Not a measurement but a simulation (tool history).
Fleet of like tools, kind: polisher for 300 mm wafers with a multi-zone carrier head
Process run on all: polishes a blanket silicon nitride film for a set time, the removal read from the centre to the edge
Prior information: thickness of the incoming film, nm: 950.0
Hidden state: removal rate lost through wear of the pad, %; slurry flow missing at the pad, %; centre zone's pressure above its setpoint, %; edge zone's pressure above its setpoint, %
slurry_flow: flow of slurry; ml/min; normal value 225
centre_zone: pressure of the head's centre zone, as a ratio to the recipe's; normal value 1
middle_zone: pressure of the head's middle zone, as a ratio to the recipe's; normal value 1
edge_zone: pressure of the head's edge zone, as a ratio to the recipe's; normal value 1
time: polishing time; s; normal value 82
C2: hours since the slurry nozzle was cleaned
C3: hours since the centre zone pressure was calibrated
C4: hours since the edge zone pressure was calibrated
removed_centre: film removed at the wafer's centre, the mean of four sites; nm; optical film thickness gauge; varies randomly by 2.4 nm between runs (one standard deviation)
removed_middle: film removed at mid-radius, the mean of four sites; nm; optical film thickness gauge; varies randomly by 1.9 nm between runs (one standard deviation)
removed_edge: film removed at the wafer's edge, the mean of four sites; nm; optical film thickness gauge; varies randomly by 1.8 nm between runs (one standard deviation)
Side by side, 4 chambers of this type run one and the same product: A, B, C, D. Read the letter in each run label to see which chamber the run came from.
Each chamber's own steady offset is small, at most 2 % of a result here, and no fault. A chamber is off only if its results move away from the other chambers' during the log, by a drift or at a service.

Run 1B, hour 7: usual settings; wafers polished on this pad 281; C2 629.5; C3 55.9; C4 342.1. Result: removed_centre 208.04 nm, removed_middle 209.12 nm, removed_edge 212.62 nm.
Run 2D, hour 13.6: usual settings; wafers polished on this pad 156; C2 503.5; C3 878.1; C4 365.9. Result: removed_centre 213.46 nm, removed_middle 211.3 nm, removed_edge 207.92 nm.
At hour 16.4: chamber D: centre zone pressure recalibrated.
Run 3C, hour 20.6: usual settings; wafers polished on this pad 406; C2 306.5; C3 200.9; C4 59.5. Result: removed_centre 210.61 nm, removed_middle 208.18 nm, removed_edge 207.62 nm.
Run 4A, hour 26.4: usual settings; wafers polished on this pad 490; C2 96.9; C3 313.8; C4 258.3. Result: removed_centre 215.37 nm, removed_middle 206.64 nm, removed_edge 212.73 nm.
Run 5B, hour 31.6: usual settings; wafers polished on this pad 550; C2 654.1; C3 80.5; C4 366.7. Result: removed_centre 213.57 nm, removed_middle 211.95 nm, removed_edge 208.47 nm.
At hour 41.1: chamber C: slurry nozzle cleaned.
Run 6C, hour 41.8: usual settings; wafers polished on this pad 638; C2 0.8; C3 222.1; C4 80.7. Result: removed_centre 207.09 nm, removed_middle 206.39 nm, removed_edge 210.11 nm.
Run 7A, hour 49.4: usual settings; wafers polished on this pad 741; C2 119.9; C3 336.8; C4 281.3. Result: removed_centre 212.3 nm, removed_middle 207.84 nm, removed_edge 207.79 nm.
At hour 50.2: chamber C: worn pad replaced by a new one.
Run 8D, hour 55.7: usual settings but time 98 s; wafers polished on this pad 615; C2 545.6; C3 39.4; C4 408. Result: removed_centre 254.63 nm, removed_middle 254.36 nm, removed_edge 253.17 nm.
At hour 59.1: chamber A: worn pad replaced by a new one.
Run 9D, hour 61.9: usual settings but time 98 s; wafers polished on this pad 683; C2 551.8; C3 45.6; C4 414.2. Result: removed_centre 252 nm, removed_middle 255 nm, removed_edge 254.57 nm.
Run 10B, hour 67.1: usual settings but time 98 s; wafers polished on this pad 937; C2 689.6; C3 116; C4 402.2. Result: removed_centre 253.01 nm, removed_middle 253.22 nm, removed_edge 258.6 nm.
At hour 74.3: chamber D: worn pad replaced by a new one.
At hour 76.3: chamber B: slurry nozzle cleaned.
Run 11C, hour 77.3: usual settings but time 98 s; wafers polished on this pad 296; C2 36.3; C3 257.6; C4 116.2. Result: removed_centre 251.28 nm, removed_middle 249.11 nm, removed_edge 250.94 nm.
Run 12A, hour 84.1: usual settings; wafers polished on this pad 273; C2 154.6; C3 371.5; C4 316. Result: removed_centre 215.78 nm, removed_middle 208.55 nm, removed_edge 210.79 nm.
Run 13B, hour 91.1: usual settings; wafers polished on this pad 1199; C2 14.8; C3 140; C4 426.2. Result: removed_centre 212.39 nm, removed_middle 208.06 nm, removed_edge 209.03 nm.
Run 14D, hour 96.6: usual settings; wafers polished on this pad 244; C2 586.5; C3 80.3; C4 448.9. Result: removed_centre 207.48 nm, removed_middle 210.18 nm, removed_edge 213.14 nm.
At hour 102: chamber C: worn pad replaced by a new one.
Run 15C, hour 103.3: usual settings; wafers polished on this pad 15; C2 62.3; C3 283.6; C4 142.2. Result: removed_centre 209.19 nm, removed_middle 211.43 nm, removed_edge 212.84 nm.
Run 16A, hour 112.1: usual settings; wafers polished on this pad 579; C2 182.6; C3 399.5; C4 344. Result: removed_centre 209.28 nm, removed_middle 209.25 nm, removed_edge 208.75 nm.
Run 17A, hour 117.1: usual settings; wafers polished on this pad 634; C2 187.6; C3 404.5; C4 349. Result: removed_centre 213.88 nm, removed_middle 210.35 nm, removed_edge 208.81 nm.
Run 18B, hour 126.5: usual settings; wafers polished on this pad 1586; C2 50.2; C3 175.4; C4 461.6. Result: removed_centre 208.84 nm, removed_middle 206.86 nm, removed_edge 209.06 nm.
Run 19D, hour 133.3: usual settings; wafers polished on this pad 644; C2 623.2; C3 117; C4 485.6. Result: removed_centre 210.95 nm, removed_middle 212.62 nm, removed_edge 212.41 nm.
At hour 135.5: chamber A: worn pad replaced by a new one.
Run 20C, hour 139.2: usual settings but centre_zone 1.11; wafers polished on this pad 406; C2 98.2; C3 319.5; C4 178.1. Result: removed_centre 239.6 nm, removed_middle 213.06 nm, removed_edge 208.48 nm.
At hour 146.8: chamber D: worn pad replaced by a new one.
Run 21C, hour 147.1: usual settings but centre_zone 1.11; wafers polished on this pad 493; C2 106.1; C3 327.4; C4 186. Result: removed_centre 231.95 nm, removed_middle 210.6 nm, removed_edge 211.49 nm.
At hour 153.5: chamber C: worn pad replaced by a new one.
Run 22D, hour 154.4: usual settings but centre_zone 1.11; wafers polished on this pad 83; C2 644.3; C3 138.1; C4 506.7. Result: removed_centre 242.49 nm, removed_middle 211.89 nm, removed_edge 214.64 nm.
At hour 164.7: chamber A: slurry nozzle cleaned.
Run 23A, hour 165.5: usual settings but centre_zone 1.11; wafers polished on this pad 328; C2 0.8; C3 452.9; C4 397.4. Result: removed_centre 237.05 nm, removed_middle 210.52 nm, removed_edge 208.47 nm.
At hour 171.9: chamber D: slurry nozzle cleaned.
Run 24B, hour 173.1: usual settings; wafers polished on this pad 2094; C2 96.8; C3 222; C4 508.2. Result: removed_centre 200.28 nm, removed_middle 202.39 nm, removed_edge 201.04 nm.
Run 25D, hour 182.1: usual settings; wafers polished on this pad 385; C2 10.3; C3 165.8; C4 534.4. Result: removed_centre 214.42 nm, removed_middle 213.4 nm, removed_edge 210.99 nm.
Run 26C, hour 189.5: usual settings; wafers polished on this pad 393; C2 148.5; C3 369.8; C4 228.4. Result: removed_centre 205.48 nm, removed_middle 207.1 nm, removed_edge 207.65 nm.
Run 27A, hour 196.8: usual settings; wafers polished on this pad 669; C2 32.1; C3 484.2; C4 428.7. Result: removed_centre 216.47 nm, removed_middle 204.75 nm, removed_edge 207.69 nm.
At hour 201.8: chamber A: worn pad replaced by a new one.
Run 28B, hour 202.8: usual settings; wafers polished on this pad 2418; C2 126.5; C3 251.7; C4 537.9. Result: removed_centre 198.03 nm, removed_middle 197 nm, removed_edge 198.78 nm.
At hour 206.9: chamber C: worn pad replaced by a new one.
Run 29B, hour 210.7: usual settings; wafers polished on this pad 2504; C2 134.4; C3 259.6; C4 545.8. Result: removed_centre 200.73 nm, removed_middle 195.05 nm, removed_edge 201.55 nm.
Run 30C, hour 217.3: usual settings; wafers polished on this pad 113; C2 176.3; C3 397.6; C4 256.2. Result: removed_centre 209.24 nm, removed_middle 211.54 nm, removed_edge 208.16 nm.
Run 31A, hour 225.2: usual settings; wafers polished on this pad 256; C2 60.5; C3 512.6; C4 457.1. Result: removed_centre 209.38 nm, removed_middle 209.52 nm, removed_edge 212.29 nm.

Next, every chamber runs the same settings. What will each give?
Run 32A, hour 233.3: usual settings but slurry_flow 165 ml/min. Result: removed_centre ?, removed_middle ?, removed_edge ?.
Run 32B, hour 233.3: usual settings but slurry_flow 165 ml/min. Result: removed_centre ?, removed_middle ?, removed_edge ?.
Run 32C, hour 233.3: usual settings but slurry_flow 165 ml/min. Result: removed_centre ?, removed_middle ?, removed_edge ?.
Run 32D, hour 233.3: usual settings but slurry_flow 165 ml/min. Result: removed_centre ?, removed_middle ?, removed_edge ?.

run  removed_centre  removed_middle  removed_edge
32A          201.96          198.28        203.88
32B          183.18          186.57        187.46
32C          199.99           201.9        203.64
32D          201.85          200.27        203.37
